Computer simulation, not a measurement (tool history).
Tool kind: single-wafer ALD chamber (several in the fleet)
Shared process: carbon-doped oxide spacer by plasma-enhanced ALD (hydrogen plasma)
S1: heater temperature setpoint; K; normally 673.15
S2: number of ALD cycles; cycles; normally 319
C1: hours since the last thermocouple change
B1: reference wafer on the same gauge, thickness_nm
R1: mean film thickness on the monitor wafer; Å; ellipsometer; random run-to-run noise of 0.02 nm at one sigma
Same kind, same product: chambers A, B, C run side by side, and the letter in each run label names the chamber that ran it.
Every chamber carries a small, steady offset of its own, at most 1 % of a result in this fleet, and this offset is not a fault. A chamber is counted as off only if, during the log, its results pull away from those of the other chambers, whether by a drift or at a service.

run 1A hour=5.2 | S1=673.15 S2=319 | C1=151 | B1=15.397 | R1=158.31
run 2C hour=12.5 | S1=673.15 S2=319 | C1=2051.8 | B1=15.395 | R1=160.55
run 3B hour=16.7 | S1=673.15 S2=319 | C1=19.3 | B1=15.391 | R1=159.12
run 4A hour=20.3 | S1=673.15 S2=319 | C1=166.1 | B1=15.391 | R1=157.59
run 5B hour=26.2 | S1=673.15 S2=319 | C1=28.8 | B1=15.384 | R1=158.8
run 6C hour=32 | S1=673.15 S2=319 | C1=2071.3 | B1=15.38 | R1=160.22
run 7C hour=36.2 | S1=673.15 S2=319 | C1=2075.5 | B1=15.376 | R1=160.56
run 8B hour=42.3 | S1=673.15 S2=319 | C1=44.9 | B1=15.373 | R1=158.59
run 9A hour=47.5 | S1=673.15 S2=319 | C1=193.3 | B1=15.366 | R1=157.75
run 10A hour=52.2 | S1=673.15 S2=319 | C1=198 | B1=15.365 | R1=157.75
run 11B hour=56.1 | S1=673.15 S2=319 | C1=58.7 | B1=15.359 | R1=158.6
run 12C hour=62.2 | S1=665.15 S2=319 | C1=2101.5 | B1=15.36 | R1=160.45
run 13C hour=67.7 | S1=665.15 S2=319 | C1=2107 | B1=15.358 | R1=160.27
run 14A hour=74.5 | S1=665.15 S2=319 | C1=220.3 | B1=15.352 | R1=157.63
run 15B hour=79.4 | S1=673.15 S2=319 | C1=82 | B1=15.348 | R1=158.43
run 16C hour=86.7 | S1=673.15 S2=319 | C1=2126 | B1=15.345 | R1=159.74
run 17A hour=93 | S1=673.15 S2=319 | C1=238.8 | B1=15.336 | R1=157.68
run 18B hour=100.2 | S1=673.15 S2=319 | C1=102.8 | B1=15.329 | R1=158.17
-- hour=103.2 chamber C: thermocouple changed; heater temperature recalibrated
run 19A hour=104.7 | S1=673.15 S2=319 | C1=250.5 | B1=15.335 | R1=157.49
run 20B hour=111.3 | S1=673.15 S2=319 | C1=113.9 | B1=15.329 | R1=158.3
run 21C hour=118.1 | S1=673.15 S2=319 | C1=14.9 | B1=15.324 | R1=159.89

The same settings go to every chamber for the next run, one line per chamber below. Forecast the results for each:
run 22A hour=124 | S1=673.15 S2=319 | R1=?
run 22B hour=124 | S1=673.15 S2=319 | R1=?
run 22C hour=124 | S1=673.15 S2=319 | R1=?

run=22A R1=157.24
run=22B R1=157.93
run=22C R1=159.92
